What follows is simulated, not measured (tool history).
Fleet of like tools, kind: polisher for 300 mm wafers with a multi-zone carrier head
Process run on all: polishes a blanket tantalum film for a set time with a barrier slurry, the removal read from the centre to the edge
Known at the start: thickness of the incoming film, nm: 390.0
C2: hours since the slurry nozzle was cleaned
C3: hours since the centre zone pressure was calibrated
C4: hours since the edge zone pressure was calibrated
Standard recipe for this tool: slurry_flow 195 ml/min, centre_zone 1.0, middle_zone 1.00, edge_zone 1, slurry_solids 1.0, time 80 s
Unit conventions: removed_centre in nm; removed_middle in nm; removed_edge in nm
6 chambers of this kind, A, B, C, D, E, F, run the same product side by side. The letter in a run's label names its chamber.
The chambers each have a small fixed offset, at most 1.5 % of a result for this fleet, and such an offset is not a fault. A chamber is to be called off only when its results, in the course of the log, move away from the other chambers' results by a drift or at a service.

At hour 5.9: chamber D: worn pad replaced by a new one.
Run 1C, hour 10.2: usual settings; wafers polished on this pad 239; C2 26.1; C3 752.2; C4 28.9. Result: removed_centre 108.000 nm, removed_middle 108.330 nm, removed_edge 108.050 nm.
At hour 15.3: chamber F: worn pad replaced by a new one.
Run 2E, hour 26.6: usual settings; wafers polished on this pad 1293; C2 271.7; C3 372.2; C4 344.0. Result: removed_centre 109.640 nm, removed_middle 107.220 nm, removed_edge 106.970 nm.
At hour 27.9: chamber D: slurry nozzle cleaned.
Run 3A, hour 38.5: usual settings; wafers polished on this pad 703; C2 192.6; C3 632.9; C4 408.0. Result: removed_centre 109.390 nm, removed_middle 108.840 nm, removed_edge 106.940 nm.
At hour 44.0: chamber E: worn pad replaced by a new one.
Run 4D, hour 51.2: usual settings; wafers polished on this pad 551; C2 23.3; C3 1074.0; C4 400.5. Result: removed_centre 108.500 nm, removed_middle 106.410 nm, removed_edge 110.010 nm.
Run 5F, hour 62.1: usual settings but centre_zone 1.1, time 53 s; wafers polished on this pad 569; C2 233.0; C3 669.6; C4 252.9. Result: removed_centre 78.683 nm, removed_middle 70.652 nm, removed_edge 71.720 nm.
At hour 65.7: chamber A: worn pad replaced by a new one.
Run 6B, hour 75.1: usual settings but centre_zone 1.1, time 53 s; wafers polished on this pad 1060; C2 505.6; C3 516.1; C4 94.4. Result: removed_centre 78.794 nm, removed_middle 70.847 nm, removed_edge 71.910 nm.
Run 7A, hour 85.0: usual settings but centre_zone 1.1, time 53 s; wafers polished on this pad 234; C2 239.1; C3 679.4; C4 454.5. Result: removed_centre 79.394 nm, removed_middle 72.270 nm, removed_edge 71.677 nm.
At hour 86.9: chamber E: edge zone pressure recalibrated.
At hour 93.3: chamber C: worn pad replaced by a new one.
At hour 96.8: chamber B: worn pad replaced by a new one.
Run 8D, hour 98.9: usual settings but centre_zone 1.1, time 53 s; wafers polished on this pad 1132; C2 71.0; C3 1121.7; C4 448.2. Result: removed_centre 80.778 nm, removed_middle 70.594 nm, removed_edge 69.454 nm.
At hour 105.5: chamber D: worn pad replaced by a new one.
Run 9C, hour 114.3: usual settings but centre_zone 1.1, time 53 s; wafers polished on this pad 256; C2 130.2; C3 856.3; C4 133.0. Result: removed_centre 79.642 nm, removed_middle 72.324 nm, removed_edge 72.290 nm.
At hour 119.0: chamber F: worn pad replaced by a new one.
Run 10B, hour 126.3: usual settings but centre_zone 1.1, time 53 s; wafers polished on this pad 359; C2 556.8; C3 567.3; C4 145.6. Result: removed_centre 78.517 nm, removed_middle 71.306 nm, removed_edge 70.890 nm.
At hour 135.1: chamber B: centre zone pressure recalibrated.
At hour 140.4: chamber A: slurry nozzle cleaned.
Run 11F, hour 140.8: usual settings; wafers polished on this pad 265; C2 311.7; C3 748.3; C4 331.6. Result: removed_centre 106.970 nm, removed_middle 106.250 nm, removed_edge 109.180 nm.
At hour 149.2: chamber B: slurry nozzle cleaned.
Run 12E, hour 156.7: usual settings; wafers polished on this pad 1370; C2 401.8; C3 502.3; C4 69.9. Result: removed_centre 110.500 nm, removed_middle 110.030 nm, removed_edge 109.240 nm.
Run 13E, hour 163.9: usual settings; wafers polished on this pad 1458; C2 409.0; C3 509.5; C4 77.1. Result: removed_centre 106.310 nm, removed_middle 109.740 nm, removed_edge 110.190 nm.
At hour 169.9: chamber E: worn pad replaced by a new one.
At hour 170.1: chamber A: worn pad replaced by a new one.
Run 14A, hour 173.5: usual settings; wafers polished on this pad 41; C2 33.1; C3 767.9; C4 543.0. Result: removed_centre 107.920 nm, removed_middle 108.950 nm, removed_edge 107.440 nm.
Run 15F, hour 183.7: usual settings; wafers polished on this pad 787; C2 354.6; C3 791.2; C4 374.5. Result: removed_centre 109.620 nm, removed_middle 106.310 nm, removed_edge 109.030 nm.
At hour 184.2: chamber B: worn pad replaced by a new one.
Run 16B, hour 199.0: usual settings; wafers polished on this pad 180; C2 49.9; C3 64.0; C4 218.3. Result: removed_centre 107.460 nm, removed_middle 109.000 nm, removed_edge 105.400 nm.
At hour 203.5: chamber C: worn pad replaced by a new one.
At hour 205.1: chamber D: worn pad replaced by a new one.
Run 17C, hour 215.0: usual settings; wafers polished on this pad 140; C2 230.9; C3 957.0; C4 233.7. Result: removed_centre 109.570 nm, removed_middle 107.390 nm, removed_edge 109.220 nm.
Run 18D, hour 227.7: usual settings; wafers polished on this pad 276; C2 199.8; C3 1250.5; C4 577.0. Result: removed_centre 108.710 nm, removed_middle 107.790 nm, removed_edge 107.050 nm.
At hour 228.4: chamber F: slurry nozzle cleaned.
At hour 228.6: chamber F: worn pad replaced by a new one.
Run 19B, hour 240.0: usual settings but slurry_flow 155 ml/min; wafers polished on this pad 678; C2 90.9; C3 105.0; C4 259.3. Result: removed_centre 102.640 nm, removed_middle 103.880 nm, removed_edge 104.650 nm.
At hour 243.9: chamber A: edge zone pressure recalibrated.
Run 20C, hour 254.6: usual settings but slurry_flow 155 ml/min; wafers polished on this pad 621; C2 270.5; C3 996.6; C4 273.3. Result: removed_centre 106.000 nm, removed_middle 104.800 nm, removed_edge 105.040 nm.
Run 21D, hour 264.8: usual settings but slurry_flow 155 ml/min; wafers polished on this pad 727; C2 236.9; C3 1287.6; C4 614.1. Result: removed_centre 104.710 nm, removed_middle 101.420 nm, removed_edge 106.110 nm.
At hour 272.9: chamber A: worn pad replaced by a new one.
At hour 273.6: chamber B: edge zone pressure recalibrated.
At hour 275.1: chamber B: worn pad replaced by a new one.
Run 22A, hour 280.2: usual settings but slurry_flow 155 ml/min; wafers polished on this pad 89; C2 139.8; C3 874.6; C4 36.4. Result: removed_centre 102.750 nm, removed_middle 105.080 nm, removed_edge 105.890 nm.
At hour 284.2: chamber C: centre zone pressure recalibrated.
At hour 285.1: chamber E: slurry nozzle cleaned.
At hour 287.7: chamber E: worn pad replaced by a new one.
Run 23F, hour 296.4: usual settings but slurry_flow 155 ml/min; wafers polished on this pad 824; C2 68.1; C3 903.9; C4 487.2. Result: removed_centre 102.770 nm, removed_middle 104.670 nm, removed_edge 104.270 nm.
At hour 297.8: chamber C: worn pad replaced by a new one.
At hour 308.1: chamber F: centre zone pressure recalibrated.
Run 24E, hour 311.1: usual settings but slurry_flow 155 ml/min; wafers polished on this pad 285; C2 26.0; C3 656.7; C4 224.3. Result: removed_centre 103.400 nm, removed_middle 104.880 nm, removed_edge 105.410 nm.
At hour 313.7: chamber D: worn pad replaced by a new one.
Run 25A, hour 319.0: usual settings; wafers polished on this pad 560; C2 178.6; C3 913.4; C4 75.2. Result: removed_centre 106.020 nm, removed_middle 108.160 nm, removed_edge 108.650 nm.
Run 26D, hour 331.0: usual settings; wafers polished on this pad 211; C2 303.1; C3 1353.8; C4 680.3. Result: removed_centre 108.890 nm, removed_middle 106.640 nm, removed_edge 107.610 nm.
At hour 336.2: chamber E: centre zone pressure recalibrated.
At hour 338.8: chamber F: worn pad replaced by a new one.
Run 27F, hour 340.7: usual settings; wafers polished on this pad 23; C2 112.4; C3 32.6; C4 531.5. Result: removed_centre 111.120 nm, removed_middle 107.410 nm, removed_edge 111.580 nm.
Run 28E, hour 356.9: usual settings but slurry_flow 225 ml/min, time 98 s; wafers polished on this pad 841; C2 71.8; C3 20.7; C4 270.1. Result: removed_centre 134.640 nm, removed_middle 136.180 nm, removed_edge 135.190 nm.
At hour 367.2: chamber B: worn pad replaced by a new one.
Run 29B, hour 371.0: usual settings but slurry_flow 225 ml/min, time 98 s; wafers polished on this pad 47; C2 221.9; C3 236.0; C4 97.5. Result: removed_centre 136.830 nm, removed_middle 135.110 nm, removed_edge 133.560 nm.
At hour 379.5: chamber A: worn pad replaced by a new one.
Run 30C, hour 380.6: usual settings but slurry_flow 225 ml/min, time 98 s; wafers polished on this pad 1007; C2 396.5; C3 96.5; C4 399.3. Result: removed_centre 134.840 nm, removed_middle 135.250 nm, removed_edge 135.580 nm.
At hour 381.2: chamber D: slurry nozzle cleaned.
At hour 386.3: chamber E: worn pad replaced by a new one.
At hour 387.5: chamber A: slurry nozzle cleaned.
Run 31D, hour 394.0: usual settings but slurry_flow 225 ml/min, time 98 s; wafers polished on this pad 977; C2 12.8; C3 1416.8; C4 743.3. Result: removed_centre 133.980 nm, removed_middle 134.540 nm, removed_edge 134.930 nm.
Run 32E, hour 403.8: usual settings but slurry_flow 225 ml/min, time 98 s; wafers polished on this pad 213; C2 118.7; C3 67.6; C4 317.0. Result: removed_centre 137.870 nm, removed_middle 135.860 nm, removed_edge 133.870 nm.
At hour 405.6: chamber C: worn pad replaced by a new one.
Run 33B, hour 415.0: usual settings but slurry_flow 225 ml/min, time 98 s; wafers polished on this pad 582; C2 265.9; C3 280.0; C4 141.5. Result: removed_centre 135.180 nm, removed_middle 134.710 nm, removed_edge 135.400 nm.
At hour 419.4: chamber D: worn pad replaced by a new one.
Run 34C, hour 423.4: usual settings; wafers polished on this pad 216; C2 439.3; C3 139.3; C4 442.1. Result: removed_centre 108.990 nm, removed_middle 107.610 nm, removed_edge 109.070 nm.
At hour 437.9: chamber F: worn pad replaced by a new one.
Run 35A, hour 440.2: usual settings; wafers polished on this pad 738; C2 52.8; C3 1034.6; C4 196.4. Result: removed_centre 105.100 nm, removed_middle 108.650 nm, removed_edge 108.370 nm.
Run 36F, hour 449.3: usual settings; wafers polished on this pad 139; C2 221.0; C3 141.2; C4 640.1. Result: removed_centre 109.440 nm, removed_middle 107.270 nm, removed_edge 109.160 nm.
Run 37B, hour 457.9: usual settings; wafers polished on this pad 1104; C2 308.8; C3 322.9; C4 184.4. Result: removed_centre 110.560 nm, removed_middle 108.210 nm, removed_edge 106.380 nm.
Run 38D, hour 467.0: usual settings but middle_zone 0.94; wafers polished on this pad 580; C2 85.8; C3 1489.8; C4 816.3. Result: removed_centre 107.940 nm, removed_middle 100.150 nm, removed_edge 107.890 nm.
Run 39E, hour 477.5: usual settings but middle_zone 0.94; wafers polished on this pad 1109; C2 192.4; C3 141.3; C4 390.7. Result: removed_centre 108.450 nm, removed_middle 103.980 nm, removed_edge 108.670 nm.
Run 40A, hour 485.7: usual settings but middle_zone 0.94; wafers polished on this pad 1291; C2 98.3; C3 1080.1; C4 241.9. Result: removed_centre 109.100 nm, removed_middle 103.370 nm, removed_edge 108.450 nm.

Each of the 6 chambers runs these same settings next. Fill in every chamber's results:
Run 41A, hour 497.6: usual settings but slurry_solids 1.2. Result: removed_centre ?, removed_middle ?, removed_edge ?.
Run 41B, hour 497.6: usual settings but slurry_solids 1.2. Result: removed_centre ?, removed_middle ?, removed_edge ?.
Run 41C, hour 497.6: usual settings but slurry_solids 1.2. Result: removed_centre ?, removed_middle ?, removed_edge ?.
Run 41D, hour 497.6: usual settings but slurry_solids 1.2. Result: removed_centre ?, removed_middle ?, removed_edge ?.
Run 41E, hour 497.6: usual settings but slurry_solids 1.2. Result: removed_centre ?, removed_middle ?, removed_edge ?.
Run 41F, hour 497.6: usual settings but slurry_solids 1.2. Result: removed_centre ?, removed_middle ?, removed_edge ?.

run  removed_centre  removed_middle  removed_edge
41A         111.980         112.540       117.280
41B         115.410         113.890       114.820
41C         113.320         114.360       115.480
41D         112.750         111.660       113.310
41E         112.190         114.680       113.920
41F         116.520         112.270       115.880
